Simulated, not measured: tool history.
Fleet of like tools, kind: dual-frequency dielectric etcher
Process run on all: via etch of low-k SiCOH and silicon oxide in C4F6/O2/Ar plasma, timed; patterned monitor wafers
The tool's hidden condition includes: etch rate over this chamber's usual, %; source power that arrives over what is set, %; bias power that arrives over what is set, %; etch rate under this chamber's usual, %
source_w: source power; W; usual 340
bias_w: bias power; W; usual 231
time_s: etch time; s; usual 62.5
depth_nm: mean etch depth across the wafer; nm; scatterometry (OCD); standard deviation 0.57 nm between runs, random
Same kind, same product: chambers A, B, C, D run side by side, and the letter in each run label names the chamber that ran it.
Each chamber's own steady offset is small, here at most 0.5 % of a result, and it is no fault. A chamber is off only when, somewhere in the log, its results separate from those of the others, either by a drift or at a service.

| run | day | source_w | bias_w | time_s | hours since the last wet clean | hours since the last source power generator calibration | hours since the last bias power generator calibration | read-back reference wafer on the same gauge, depth_nm | depth_nm |
|---|---|---|---|---|---|---|---|---|---|
| 1B | 0.483 | 340 | 231 | 62.5 | 207 | 3669.7 | 451.7 | 187.01 | 166.06 |
| 2D | 0.892 | 340 | 231 | 62.5 | 105.1 | 1053.1 | 1208.2 | 186.97 | 165.83 |
| 3A | 1.35 | 340 | 231 | 62.5 | 353.4 | 327.8 | 2309.3 | 186.96 | 166.42 |
| 4C | 1.583 | 340 | 231 | 62.5 | 400.8 | 260 | 1208.6 | 186.87 | 167.5 |
| 5C | 2.038 | 340 | 231 | 62.5 | 411.7 | 270.9 | 1219.5 | 187.07 | 165.7 |
|  | 2.375 | chamber A: wet clean of the chamber |
| 6B | 2.454 | 340 | 231 | 62.5 | 254.3 | 3717 | 499 | 187.03 | 165.39 |
| 7A | 2.85 | 340 | 231 | 62.5 | 11.5 | 363.8 | 2345.3 | 186.96 | 165.31 |
| 8D | 3.129 | 340 | 231 | 62.5 | 158.8 | 1106.8 | 1261.9 | 186.92 | 165.01 |
| 9A | 3.471 | 340 | 248 | 54.5 | 26.4 | 378.7 | 2360.2 | 187.25 | 149.46 |
|  | 3.758 | chamber C: wet clean of the chamber |
| 10D | 3.767 | 340 | 248 | 54.5 | 174.1 | 1122.1 | 1277.2 | 186.95 | 148.3 |
| 11C | 4.162 | 340 | 248 | 54.5 | 9.8 | 321.9 | 1270.5 | 186.86 | 149.99 |
| 12B | 4.454 | 340 | 248 | 54.5 | 302.3 | 3765 | 547 | 186.88 | 148.38 |
| 13D | 4.667 | 340 | 231 | 62.5 | 195.7 | 1143.7 | 1298.8 | 186.92 | 164.46 |
|  | 4.883 | chamber B: wet clean of the chamber |
| 14C | 4.883 | 340 | 231 | 62.5 | 27.1 | 339.2 | 1287.8 | 187.04 | 166.88 |
| 15A | 5.254 | 340 | 231 | 62.5 | 69.2 | 421.5 | 2403 | 187.03 | 166.27 |
| 16B | 5.733 | 380 | 231 | 46.5 | 20.5 | 3795.7 | 577.7 | 187 | 123.26 |
| 17D | 6.2 | 380 | 231 | 46.5 | 232.5 | 1180.5 | 1335.6 | 187.09 | 127.9 |
|  | 6.333 | chamber A: bias power generator calibrated |
| 18B | 6.438 | 380 | 231 | 46.5 | 37.4 | 3812.6 | 594.6 | 187.05 | 123.54 |
| 19A | 6.929 | 380 | 231 | 46.5 | 109.4 | 461.7 | 14.3 | 187.07 | 129.33 |
| 20C | 7.367 | 340 | 231 | 62.5 | 86.7 | 398.8 | 1347.4 | 187.01 | 166.84 |
| 21D | 7.6 | 340 | 231 | 62.5 | 266.1 | 1214.1 | 1369.2 | 187.04 | 165.08 |
| 22C | 8.004 | 340 | 231 | 62.5 | 102 | 414.1 | 1362.7 | 186.96 | 166.38 |
| 23B | 8.388 | 340 | 231 | 62.5 | 84.2 | 3859.4 | 641.4 | 187.01 | 159.81 |
| 24A | 8.617 | 370 | 231 | 74 | 149.9 | 502.2 | 54.8 | 187.08 | 203.83 |
| 25A | 8.992 | 370 | 231 | 74 | 158.9 | 511.2 | 63.8 | 187.12 | 203.46 |
| 26D | 9.462 | 370 | 231 | 74 | 310.8 | 1258.8 | 1413.9 | 187.02 | 201.8 |
| 27B | 9.883 | 370 | 231 | 74 | 120.1 | 3895.3 | 677.3 | 186.89 | 195.11 |
| 28C | 10.292 | 340 | 231 | 62.5 | 156.9 | 469 | 1417.6 | 187.07 | 167.64 |
| 29A | 10.654 | 340 | 231 | 62.5 | 198.8 | 551.1 | 103.7 | 187.07 | 166.64 |
| 30C | 10.892 | 340 | 231 | 62.5 | 171.3 | 483.4 | 1432 | 186.92 | 166.4 |
| 31B | 11.254 | 340 | 231 | 62.5 | 153 | 3928.2 | 710.2 | 186.93 | 160.03 |
| 32D | 11.742 | 340 | 231 | 62.5 | 365.5 | 1313.5 | 1468.6 | 187.07 | 164.48 |
| 33B | 12.088 | 340 | 231 | 62.5 | 173 | 3948.2 | 730.2 | 186.98 | 159.09 |
| 34A | 12.358 | 340 | 231 | 62.5 | 239.7 | 592 | 144.6 | 186.9 | 166.28 |
| 35D | 12.783 | 340 | 231 | 62.5 | 390.5 | 1338.5 | 1493.6 | 187 | 164.81 |

Predict what each chamber gives when all 4 of them run the settings below next.
| 36A | 13.138 | 340 | 231 | 56 |  |  |  |  | ? |
| 36B | 13.138 | 340 | 231 | 56 |  |  |  |  | ? |
| 36C | 13.138 | 340 | 231 | 56 |  |  |  |  | ? |
| 36D | 13.138 | 340 | 231 | 56 |  |  |  |  | ? |

| run | depth_nm |
|---|---|
| 36A | 149.17 |
| 36B | 142.67 |
| 36C | 149.96 |
| 36D | 147.39 |
